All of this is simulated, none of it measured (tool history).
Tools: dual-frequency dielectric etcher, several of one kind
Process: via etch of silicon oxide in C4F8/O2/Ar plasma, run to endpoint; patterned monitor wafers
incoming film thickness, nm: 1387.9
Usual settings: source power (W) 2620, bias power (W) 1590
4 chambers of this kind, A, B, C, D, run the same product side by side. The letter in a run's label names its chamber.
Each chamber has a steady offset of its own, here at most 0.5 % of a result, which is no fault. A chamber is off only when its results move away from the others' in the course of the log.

| run | hour | source power (W) | bias power (W) | hours since the last wet clean | hours since the last source power generator calibration | hours since the last bias power generator calibration | endpoint time (s) |
|---|---|---|---|---|---|---|---|
| 1B | 10.8 | 2620 | 1590 | 327.8 | 1591.9 | 337.6 | 258.55 |
| 2A | 24.7 | 2620 | 1590 | 31.1 | 2304.0 | 3632.1 | 258.07 |
| 3D | 36.4 | 2620 | 1590 | 471.5 | 660.4 | 3662.8 | 261.49 |
| 4C | 50.8 | 2620 | 1590 | 206.5 | 449.7 | 96.7 | 264.43 |
| 5A | 60.2 | 2620 | 1590 | 66.6 | 2339.5 | 3667.6 | 263.04 |
| 6D | 70.2 | 2620 | 1590 | 505.3 | 694.2 | 3696.6 | 260.66 |
| 7C | 83.8 | 2620 | 1590 | 239.5 | 482.7 | 129.7 | 263.98 |
| 8B | 95.9 | 3030 | 1590 | 412.9 | 1677.0 | 422.7 | 243.82 |
|  | 99.8 | chamber B: wet clean of the chamber |
| 9C | 107.1 | 3030 | 1590 | 262.8 | 506.0 | 153.0 | 242.46 |
| 10D | 122.0 | 3030 | 1590 | 557.1 | 746.0 | 3748.4 | 246.33 |
| 11A | 130.9 | 3030 | 1590 | 137.3 | 2410.2 | 3738.3 | 251.05 |
|  | 136.2 | chamber D: wet clean of the chamber |
| 12B | 144.2 | 2620 | 1590 | 44.5 | 1725.3 | 471.0 | 260.52 |
| 13C | 158.4 | 2620 | 1590 | 314.1 | 557.3 | 204.3 | 261.76 |
| 14B | 167.0 | 2620 | 1590 | 67.3 | 1748.1 | 493.8 | 259.80 |
|  | 173.1 | chamber C: wet clean of the chamber |
| 15A | 177.2 | 2620 | 1590 | 183.6 | 2456.5 | 3784.6 | 262.31 |
| 16D | 185.6 | 2620 | 1590 | 49.5 | 809.6 | 3812.0 | 271.81 |
| 17A | 193.0 | 2620 | 1590 | 199.4 | 2472.3 | 3800.4 | 258.64 |
| 18C | 203.5 | 2070 | 1838 | 30.4 | 602.4 | 249.4 | 277.33 |
| 19D | 213.9 | 2070 | 1838 | 77.8 | 837.9 | 3840.3 | 289.17 |
| 20B | 221.3 | 2070 | 1838 | 121.6 | 1802.4 | 548.1 | 278.19 |
| 21A | 234.2 | 2070 | 1838 | 240.6 | 2513.5 | 3841.6 | 276.83 |
| 22D | 247.5 | 2620 | 1590 | 111.4 | 871.5 | 3873.9 | 269.30 |
|  | 257.0 | chamber A: bias power generator calibrated |
| 23C | 260.1 | 2620 | 1590 | 87.0 | 659.0 | 306.0 | 263.55 |
| 24B | 271.4 | 2620 | 1205 | 171.7 | 1852.5 | 598.2 | 279.05 |
| 25B | 285.9 | 2620 | 1205 | 186.2 | 1867.0 | 612.7 | 278.86 |
| 26A | 293.8 | 2620 | 1205 | 300.2 | 2573.1 | 36.8 | 279.83 |
| 27D | 301.4 | 2620 | 1205 | 165.3 | 925.4 | 3927.8 | 291.95 |
| 28C | 311.4 | 2620 | 1590 | 138.3 | 710.3 | 357.3 | 259.18 |

All 4 chambers run these settings next. Forecast each chamber's results:
| 29A | 322.3 | 2400 | 1590 |  |  |  | ? |
| 29B | 322.3 | 2400 | 1590 |  |  |  | ? |
| 29C | 322.3 | 2400 | 1590 |  |  |  | ? |
| 29D | 322.3 | 2400 | 1590 |  |  |  | ? |

| run | endpoint time (s) |
|---|---|
| 29A | 271.77 |
| 29B | 269.48 |
| 29C | 271.70 |
| 29D | 283.30 |
